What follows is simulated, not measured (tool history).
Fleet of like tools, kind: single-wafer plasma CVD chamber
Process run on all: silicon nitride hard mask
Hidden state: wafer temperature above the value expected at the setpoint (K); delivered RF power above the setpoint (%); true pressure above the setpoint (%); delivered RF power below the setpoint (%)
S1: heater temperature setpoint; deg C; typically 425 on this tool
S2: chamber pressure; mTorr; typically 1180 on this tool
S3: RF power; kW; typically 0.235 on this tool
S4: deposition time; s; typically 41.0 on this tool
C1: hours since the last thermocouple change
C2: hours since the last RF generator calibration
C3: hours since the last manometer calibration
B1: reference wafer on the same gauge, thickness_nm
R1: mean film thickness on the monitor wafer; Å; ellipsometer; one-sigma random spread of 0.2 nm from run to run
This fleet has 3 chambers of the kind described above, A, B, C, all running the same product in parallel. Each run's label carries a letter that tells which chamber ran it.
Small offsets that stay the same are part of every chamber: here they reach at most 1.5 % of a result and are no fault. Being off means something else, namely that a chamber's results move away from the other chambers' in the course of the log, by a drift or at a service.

| run | day | S1 | S2 | S3 | S4 | C1 | C2 | C3 | B1 | R1 |
|---|---|---|---|---|---|---|---|---|---|---|
| 1A | 0.154 | 425 | 1180 | 0.235 | 41.0 | 708.8 | 1138.2 | 667.6 | 30.121 | 356.13 |
| 2C | 0.362 | 425 | 1180 | 0.235 | 41.0 | 143.4 | 752.1 | 1490.9 | 30.129 | 357.82 |
| 3B | 0.504 | 425 | 1180 | 0.235 | 41.0 | 1989.6 | 1259.5 | 2108.3 | 30.088 | 358.10 |
| 4B | 0.638 | 425 | 1180 | 0.235 | 41.0 | 1992.8 | 1262.7 | 2111.5 | 30.065 | 361.15 |
| 5A | 0.808 | 425 | 1180 | 0.235 | 41.0 | 724.5 | 1153.9 | 683.3 | 30.080 | 356.02 |
| 6C | 0.992 | 425 | 1180 | 0.235 | 41.0 | 158.5 | 767.2 | 1506.0 | 30.098 | 359.32 |
| 7B | 1.100 | 425 | 1180 | 0.235 | 41.0 | 2003.9 | 1273.8 | 2122.6 | 30.105 | 360.53 |
| 8C | 1.279 | 425 | 1180 | 0.235 | 41.0 | 165.4 | 774.1 | 1512.9 | 30.116 | 358.17 |
| 9A | 1.446 | 425 | 1180 | 0.235 | 41.0 | 739.8 | 1169.2 | 698.6 | 30.121 | 353.32 |
| 10A | 1.638 | 425 | 1180 | 0.235 | 34.1 | 744.4 | 1173.8 | 703.2 | 30.121 | 295.21 |
| 11B | 1.812 | 425 | 1180 | 0.235 | 34.1 | 2021.0 | 1290.9 | 2139.7 | 30.073 | 294.49 |
| 12C | 1.971 | 425 | 1180 | 0.235 | 34.1 | 182.0 | 790.7 | 1529.5 | 30.113 | 295.09 |
| 13A | 2.092 | 425 | 1180 | 0.235 | 41.0 | 755.3 | 1184.7 | 714.1 | 30.104 | 355.52 |
| 14C | 2.267 | 425 | 1180 | 0.235 | 41.0 | 189.1 | 797.8 | 1536.6 | 30.145 | 362.97 |
| 15B | 2.475 | 425 | 1180 | 0.235 | 41.0 | 2036.9 | 1306.8 | 2155.6 | 30.088 | 346.86 |
| 16A | 2.612 | 425 | 1180 | 0.235 | 41.0 | 767.8 | 1197.2 | 726.6 | 30.058 | 358.14 |
| 17C | 2.712 | 425 | 1180 | 0.235 | 41.0 | 199.8 | 808.5 | 1547.3 | 30.094 | 358.78 |
| 18B | 2.850 | 431 | 1180 | 0.235 | 41.0 | 2045.9 | 1315.8 | 2164.6 | 30.099 | 340.37 |
| 19C | 3.050 | 431 | 1180 | 0.235 | 41.0 | 207.9 | 816.6 | 1555.4 | 30.102 | 361.76 |
| 20B | 3.208 | 431 | 1180 | 0.235 | 41.0 | 2054.5 | 1324.4 | 2173.2 | 30.117 | 340.69 |

Read the log: is a single chamber off, either drifting away or since a service, is the gauge that measures every chamber drifting, or is nothing wrong beyond small per-chamber offsets? Name any odd chamber and what most likely caused it.

One chamber, B, drifts off from the rest bit by bit.
Most likely cause: delivered RF power below the setpoint (%) = 8.01.

Which of the 4 candidates below, each the usual settings with something changed and its results left as question marks, puts chamber B back in line with what the other chambers give on the usual settings?
Maximum distance from the other chambers' mean on the usual settings for a result to count as in line: R1 6.90 Å
| 21B-1 | 3.367 | 425 | 1180 | 0.240 | 42.4 |  |  |  |  | ? |
| 21B-2 | 3.367 | 425 | 1140 | 0.220 | 41.0 |  |  |  |  | ? |
| 21B-3 | 3.367 | 425 | 1220 | 0.245 | 43.6 |  |  |  |  | ? |
| 21B-4 | 3.367 | 425 | 1120 | 0.235 | 37.2 |  |  |  |  | ? |

Usual-settings mean across the other chambers: R1 357.51 Å
| run | R1 |
|---|---|
| 21B-1 | 355.88 |
| 21B-2 | 318.95 |
| 21B-3 | 375.51 |
| 21B-4 | 302.22 |
The right change is 21B-1: it brings the chamber back within the allowed miss of the others.
